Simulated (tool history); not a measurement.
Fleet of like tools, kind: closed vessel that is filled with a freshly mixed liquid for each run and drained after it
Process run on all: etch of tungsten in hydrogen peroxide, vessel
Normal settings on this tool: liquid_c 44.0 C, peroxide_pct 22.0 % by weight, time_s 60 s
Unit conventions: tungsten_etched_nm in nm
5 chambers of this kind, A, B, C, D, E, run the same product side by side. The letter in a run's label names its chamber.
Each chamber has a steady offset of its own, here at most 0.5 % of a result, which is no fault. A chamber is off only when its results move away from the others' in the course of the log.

run    day  liquid_c  peroxide_pct  time_s  read-back film thickness of the tungsten reference wafer, read on the same gauge (nm)  tungsten_etched_nm
 1E  0.188      44.0          22.0      60                                                                                 89.971              65.315
 2D  0.279      44.0          22.0      60                                                                                 90.047              65.246
 3A  0.462      44.0          22.0      60                                                                                 89.982              65.132
 4B  0.588      44.0          22.0      60                                                                                 90.016              64.965
 5C  0.779      44.0          22.0      60                                                                                 89.989              65.000
     0.938  -- chamber C: new drum of peroxide connected
 6D  0.962      44.0          22.0      60                                                                                 90.030              65.326
 7A  1.062      52.0          17.5      60                                                                                 89.979              96.456
 8E  1.250      52.0          17.5      60                                                                                 90.006              96.392
 9C  1.417      52.0          17.5      60                                                                                 90.016              95.211
10B  1.579      52.0          17.5      60                                                                                 90.004              95.099
11E  1.675      52.0          17.5      60                                                                                 90.023              95.869
12D  1.871      44.0          22.0      30                                                                                 89.984              32.427
13B  2.050      44.0          22.0      30                                                                                 89.974              32.636
14C  2.175      44.0          22.0      30                                                                                 90.015              32.115
15A  2.342      44.0          22.0      30                                                                                 89.979              32.624
16D  2.512      44.0          22.0      30                                                                                 90.051              32.785
17B  2.646      44.0          22.0      60                                                                                 90.033              64.391
     2.767  -- chamber E: new drum of peroxide connected
18A  2.821      44.0          22.0      85                                                                                 89.959              92.380
19E  2.921      44.0          22.0      85                                                                                 90.055              91.900
20C  3.088      44.0          22.0      85                                                                                 89.999              91.595
21C  3.279      44.0          22.0      85                                                                                 89.980              91.075
22D  3.446      44.0          22.0      85                                                                                 89.977              93.567
23A  3.567      44.0          22.0      60                                                                                 89.980              65.213
24B  3.667      44.0          22.0      60                                                                                 89.971              65.159
25E  3.800      44.0          22.0      60                                                                                 89.959              64.585
26D  3.996      44.0          22.0      60                                                                                 90.041              66.898
27E  4.088      44.0          22.0      60                                                                                 90.027              65.476
28C  4.233      44.0          22.0      60                                                                                 89.945              64.948
29A  4.400      44.0          22.0      60                                                                                 89.973              64.959
30B  4.500      44.0          22.0      60                                                                                 89.977              64.948
31D  4.612      44.0          22.0      60                                                                                 89.971              66.884
     4.683  -- chamber A: new drum of peroxide connected
32B  4.804      44.0          22.0      60                                                                                 89.983              65.020
33C  4.921      44.0          22.0      60                                                                                 90.030              64.050
34E  5.008      44.0          22.0      60                                                                                 90.002              64.455
35A  5.142      52.5          22.0      45                                                                                 90.016              81.313
36B  5.312      52.5          22.0      45                                                                                 90.028              83.036
37D  5.408      52.5          22.0      45                                                                                 89.960              85.182
38C  5.550      52.5          22.0      45                                                                                 90.016              81.937
39E  5.700      52.5          22.0      45                                                                                 90.002              82.853
40A  5.829      44.0          22.0      60                                                                                 89.982              65.522
41C  5.971      44.0          22.0      60                                                                                 90.035              64.230

All 5 chambers run these settings next. Forecast each chamber's results:
42A  6.112      44.0          22.0      70                                                                                                          ?
42B  6.112      44.0          22.0      70                                                                                                          ?
42C  6.112      44.0          22.0      70                                                                                                          ?
42D  6.112      44.0          22.0      70                                                                                                          ?
42E  6.112      44.0          22.0      70                                                                                                          ?

run  tungsten_etched_nm
42A              76.730
42B              74.250
42C              75.373
42D              77.500
42E              76.295

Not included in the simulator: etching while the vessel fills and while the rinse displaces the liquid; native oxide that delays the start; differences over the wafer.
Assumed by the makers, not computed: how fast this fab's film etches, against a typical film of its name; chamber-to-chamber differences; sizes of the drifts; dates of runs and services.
